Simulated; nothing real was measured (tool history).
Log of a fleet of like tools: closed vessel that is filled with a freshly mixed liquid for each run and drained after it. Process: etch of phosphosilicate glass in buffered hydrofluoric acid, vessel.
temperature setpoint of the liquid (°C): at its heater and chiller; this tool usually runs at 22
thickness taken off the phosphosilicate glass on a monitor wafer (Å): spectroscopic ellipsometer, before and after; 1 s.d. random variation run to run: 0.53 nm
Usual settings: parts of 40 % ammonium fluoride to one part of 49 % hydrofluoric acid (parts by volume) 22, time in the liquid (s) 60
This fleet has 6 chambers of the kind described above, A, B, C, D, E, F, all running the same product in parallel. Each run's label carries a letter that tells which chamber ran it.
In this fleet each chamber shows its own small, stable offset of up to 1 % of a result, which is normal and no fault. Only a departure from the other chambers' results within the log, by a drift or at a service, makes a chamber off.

run	hour	temperature setpoint of the liquid (°C)	parts of 40 % ammonium fluoride to one part of 49 % hydrofluoric acid (parts by volume)	time in the liquid (s)	hours since the thermometer was replaced	hours since the hydrofluoric acid flow meter was replaced	read-back film thickness of the phosphosilicate glass reference wafer, read on the same gauge (nm)	thickness taken off the phosphosilicate glass on a monitor wafer (Å)
1A	10.5	22	22	60	807.8	743.4	30.028	769.29
2C	24.9	22	22	60	139.6	206.9	30.027	779.84
3B	37	22	22	60	423.4	1904.3	30.017	773.09
4F	46.1	22	22	60	1025.4	485.6	30.016	761.5
5D	59.8	22	22	60	299.7	1075	29.994	781.27
6E	70.2	22	18.5	85	840.3	675.9	29.987	1267.8
7E	78.8	22	18.5	85	848.9	684.5	30.032	1278.4
8D	92.1	22	18.5	85	332	1107.3	29.965	1265.8
9B	102.6	22	18.5	85	489	1969.9	29.967	1272.9
10C	110.4	22	18.5	85	225.1	292.4	30.016	1254.5
11A	119	22	18.5	85	916.3	851.9	29.986	1252.7
12F	128.5	22	22	60	1107.8	568	30.023	761.4
13C	139.8	22	22	60	254.5	321.8	30.065	766.33
14A	152.7	22	22	60	950	885.6	29.989	769.78
15B	160.7	22	22	60	547.1	2028	30.007	771.66
16E	167.1	22	22	60	937.2	772.8	30.035	784.18
17D	180.4	22	22	60	420.3	1195.6	30.003	785.36
18F	194.9	22	19	60	1174.2	634.4	29.99	842.3
# hour 197.8: chamber B: hydrofluoric acid flow meter replaced
19B	202.1	22	19	60	588.5	4.3	29.989	869.15
20C	211.6	22	19	60	326.3	393.6	29.992	864.18
21E	223.4	22	19	60	993.5	829.1	30.002	886.52
22F	231.3	22	19	60	1210.6	670.8	30.008	828.04
23A	240.7	22	19	60	1038	973.6	29.982	862.7
24D	254.3	22	22	60	494.2	1269.5	29.963	784.63
25A	262.3	22	22	60	1059.6	995.2	30.045	770.69
26D	274.3	22	22	60	514.2	1289.5	29.966	781.28
27F	288.7	22	22	60	1268	728.2	30.02	722.75
28C	302	22	22	60	416.7	484	30.011	779.93
29E	316.5	22	22	60	1086.6	922.2	29.979	774.46
30B	326.9	22	22	60	713.3	129.1	30.044	779.84
# hour 333.1: chamber C: thermometer replaced
31E	333.3	22	22	60	1103.4	939	30.002	778.7
32D	340.2	17	22	60	580.1	1355.4	30.021	589.31
33F	352.8	17	22	60	1332.1	792.3	30.053	533.67
34A	362.8	17	22	60	1160.1	1095.7	30.04	584.88
35B	369.7	17	22	60	756.1	171.9	29.964	590.31
36C	379.1	17	22	60	46.1	561.1	29.993	584.71
37D	386.3	17	22	60	626.2	1401.5	30.033	587.46

Is one chamber out of step, is the gauge drifting, or do the chambers differ by no more than their own small offsets? For an off chamber, give its letter and the likeliest cause.

Chamber F drifts away from the others.
Most likely cause: liquid colder than its thermometer reads (K) = 1.53.
Not necessarily distinguishable in this log from: hydrofluoric acid flow below the setpoint (%).

Below are 4 candidate recipes for chamber F's next run, each the usual settings with a change, their results shown as question marks. Which of them brings F's results back in line with what the other chambers give on the usual settings?
Counts as in line when no further than this from what the other chambers average on the usual settings: thickness taken off the phosphosilicate glass on a monitor wafer (Å) 19
38F-1	396.7	23.5	22	60				?
38F-2	396.7	20.5	22	60				?
38F-3	396.7	22	22	50				?
38F-4	396.7	25.5	22	60				?

What the other chambers average on the usual settings: thickness taken off the phosphosilicate glass on a monitor wafer (Å) 775.38
run	thickness taken off the phosphosilicate glass on a monitor wafer (Å)
38F-1	775.82
38F-2	655.04
38F-3	594.31
38F-4	867.24
With 38F-1, the chamber falls back in line with the rest.
